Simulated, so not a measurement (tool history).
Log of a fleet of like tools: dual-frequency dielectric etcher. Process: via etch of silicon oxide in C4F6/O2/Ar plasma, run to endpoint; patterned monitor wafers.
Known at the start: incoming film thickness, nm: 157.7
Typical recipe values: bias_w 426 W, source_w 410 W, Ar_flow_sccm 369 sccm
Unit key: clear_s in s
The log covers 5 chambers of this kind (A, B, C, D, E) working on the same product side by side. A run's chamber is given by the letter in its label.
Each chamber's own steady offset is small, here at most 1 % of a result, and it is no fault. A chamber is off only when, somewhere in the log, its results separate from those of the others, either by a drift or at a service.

{"run": "1E", "day": 0.225, "bias_w": 426, "source_w": 410, "Ar_flow_sccm": 369, "clear_s": 37.192}
{"run": "2C", "day": 0.358, "bias_w": 426, "source_w": 410, "Ar_flow_sccm": 369, "clear_s": 37.473}
{"run": "3B", "day": 0.621, "bias_w": 426, "source_w": 410, "Ar_flow_sccm": 369, "clear_s": 37.042}
{"run": "4D", "day": 0.883, "bias_w": 426, "source_w": 410, "Ar_flow_sccm": 369, "clear_s": 37.313}
{"run": "5A", "day": 1.104, "bias_w": 426, "source_w": 410, "Ar_flow_sccm": 314, "clear_s": 36.84}
{"run": "6A", "day": 1.329, "bias_w": 426, "source_w": 410, "Ar_flow_sccm": 314, "clear_s": 37.176}
{"run": "7C", "day": 1.588, "bias_w": 426, "source_w": 410, "Ar_flow_sccm": 314, "clear_s": 36.838}
{"run": "8E", "day": 1.7, "bias_w": 426, "source_w": 410, "Ar_flow_sccm": 314, "clear_s": 36.362}
{"run": "9B", "day": 1.862, "bias_w": 426, "source_w": 410, "Ar_flow_sccm": 314, "clear_s": 36.222}
{"run": "10D", "day": 2.058, "bias_w": 426, "source_w": 410, "Ar_flow_sccm": 369, "clear_s": 37.006}
{"run": "11C", "day": 2.238, "bias_w": 377, "source_w": 450, "Ar_flow_sccm": 369, "clear_s": 37.604}
{"run": "12A", "day": 2.471, "bias_w": 377, "source_w": 450, "Ar_flow_sccm": 369, "clear_s": 38.261}
{"run": "13B", "day": 2.621, "bias_w": 377, "source_w": 450, "Ar_flow_sccm": 369, "clear_s": 37.482}
{"run": "14E", "day": 2.771, "bias_w": 377, "source_w": 450, "Ar_flow_sccm": 369, "clear_s": 37.589}
{"run": "15D", "day": 2.95, "bias_w": 377, "source_w": 450, "Ar_flow_sccm": 369, "clear_s": 37.367}
{"run": "16A", "day": 3.079, "bias_w": 426, "source_w": 410, "Ar_flow_sccm": 369, "clear_s": 38.034}
{"run": "17B", "day": 3.296, "bias_w": 426, "source_w": 410, "Ar_flow_sccm": 369, "clear_s": 37.027}
{"run": "18E", "day": 3.538, "bias_w": 426, "source_w": 410, "Ar_flow_sccm": 369, "clear_s": 37.443}
{"run": "19D", "day": 3.775, "bias_w": 426, "source_w": 410, "Ar_flow_sccm": 369, "clear_s": 37.089}
{"run": "20C", "day": 4.033, "bias_w": 426, "source_w": 480, "Ar_flow_sccm": 448, "clear_s": 35.94}
{"run": "21E", "day": 4.208, "bias_w": 426, "source_w": 480, "Ar_flow_sccm": 448, "clear_s": 35.888}
{"run": "22B", "day": 4.346, "bias_w": 426, "source_w": 480, "Ar_flow_sccm": 448, "clear_s": 36.008}
{"day": 4.446, "done": "chamber B: wet clean of the chamber"}
{"run": "23C", "day": 4.608, "bias_w": 426, "source_w": 480, "Ar_flow_sccm": 448, "clear_s": 35.992}
{"run": "24D", "day": 4.85, "bias_w": 426, "source_w": 480, "Ar_flow_sccm": 448, "clear_s": 35.735}
{"run": "25A", "day": 5.017, "bias_w": 426, "source_w": 410, "Ar_flow_sccm": 369, "clear_s": 38.557}
{"run": "26D", "day": 5.238, "bias_w": 426, "source_w": 410, "Ar_flow_sccm": 369, "clear_s": 37.085}
{"run": "27A", "day": 5.479, "bias_w": 426, "source_w": 410, "Ar_flow_sccm": 369, "clear_s": 38.591}
{"run": "28C", "day": 5.708, "bias_w": 426, "source_w": 410, "Ar_flow_sccm": 369, "clear_s": 37.309}
{"run": "29E", "day": 5.842, "bias_w": 426, "source_w": 410, "Ar_flow_sccm": 369, "clear_s": 37.394}
{"run": "30B", "day": 6.092, "bias_w": 426, "source_w": 410, "Ar_flow_sccm": 369, "clear_s": 37.029}
{"run": "31A", "day": 6.283, "bias_w": 426, "source_w": 410, "Ar_flow_sccm": 369, "clear_s": 38.887}
{"run": "32B", "day": 6.533, "bias_w": 426, "source_w": 410, "Ar_flow_sccm": 369, "clear_s": 36.827}
{"run": "33D", "day": 6.671, "bias_w": 426, "source_w": 410, "Ar_flow_sccm": 369, "clear_s": 36.944}
{"run": "34E", "day": 6.842, "bias_w": 426, "source_w": 500, "Ar_flow_sccm": 369, "clear_s": 34.675}
{"run": "35C", "day": 6.996, "bias_w": 426, "source_w": 500, "Ar_flow_sccm": 369, "clear_s": 34.514}
{"run": "36C", "day": 7.133, "bias_w": 426, "source_w": 500, "Ar_flow_sccm": 369, "clear_s": 34.792}
{"run": "37D", "day": 7.258, "bias_w": 426, "source_w": 500, "Ar_flow_sccm": 369, "clear_s": 34.209}
{"run": "38E", "day": 7.512, "bias_w": 426, "source_w": 500, "Ar_flow_sccm": 369, "clear_s": 34.608}
{"run": "39B", "day": 7.762, "bias_w": 324, "source_w": 410, "Ar_flow_sccm": 369, "clear_s": 40.876}
{"run": "40A", "day": 7.962, "bias_w": 324, "source_w": 410, "Ar_flow_sccm": 369, "clear_s": 43.099}
{"run": "41E", "day": 8.108, "bias_w": 324, "source_w": 410, "Ar_flow_sccm": 369, "clear_s": 41.056}

Is one chamber out of step, is the gauge drifting, or do the chambers differ by no more than their own small offsets? For an off chamber, give its letter and the likeliest cause.

Little by little, chamber A moves away from the other chambers.
Cause: etch rate under this chamber's usual, % = 4.67.

Here are 4 candidates for chamber A's next run, each the usual settings with a change, their results left as question marks. Which one brings its results back in line with what the others give on the usual settings?
Counts as in line when no further than this from what the other chambers average on the usual settings: clear_s 0.490 s
{"run": "42A-1", "day": 8.296, "bias_w": 457, "source_w": 440, "Ar_flow_sccm": 361, "clear_s": "?"}
{"run": "42A-2", "day": 8.296, "bias_w": 478, "source_w": 460, "Ar_flow_sccm": 355, "clear_s": "?"}
{"run": "42A-3", "day": 8.296, "bias_w": 426, "source_w": 330, "Ar_flow_sccm": 393, "clear_s": "?"}
{"run": "42A-4", "day": 8.296, "bias_w": 395, "source_w": 380, "Ar_flow_sccm": 377, "clear_s": "?"}

Mean of the other chambers on the usual settings: clear_s 37.183 s
run=42A-1 clear_s=37.169
run=42A-2 clear_s=35.903
run=42A-3 clear_s=42.773
run=42A-4 clear_s=41.564
With 42A-1, the chamber falls back in line with the rest.
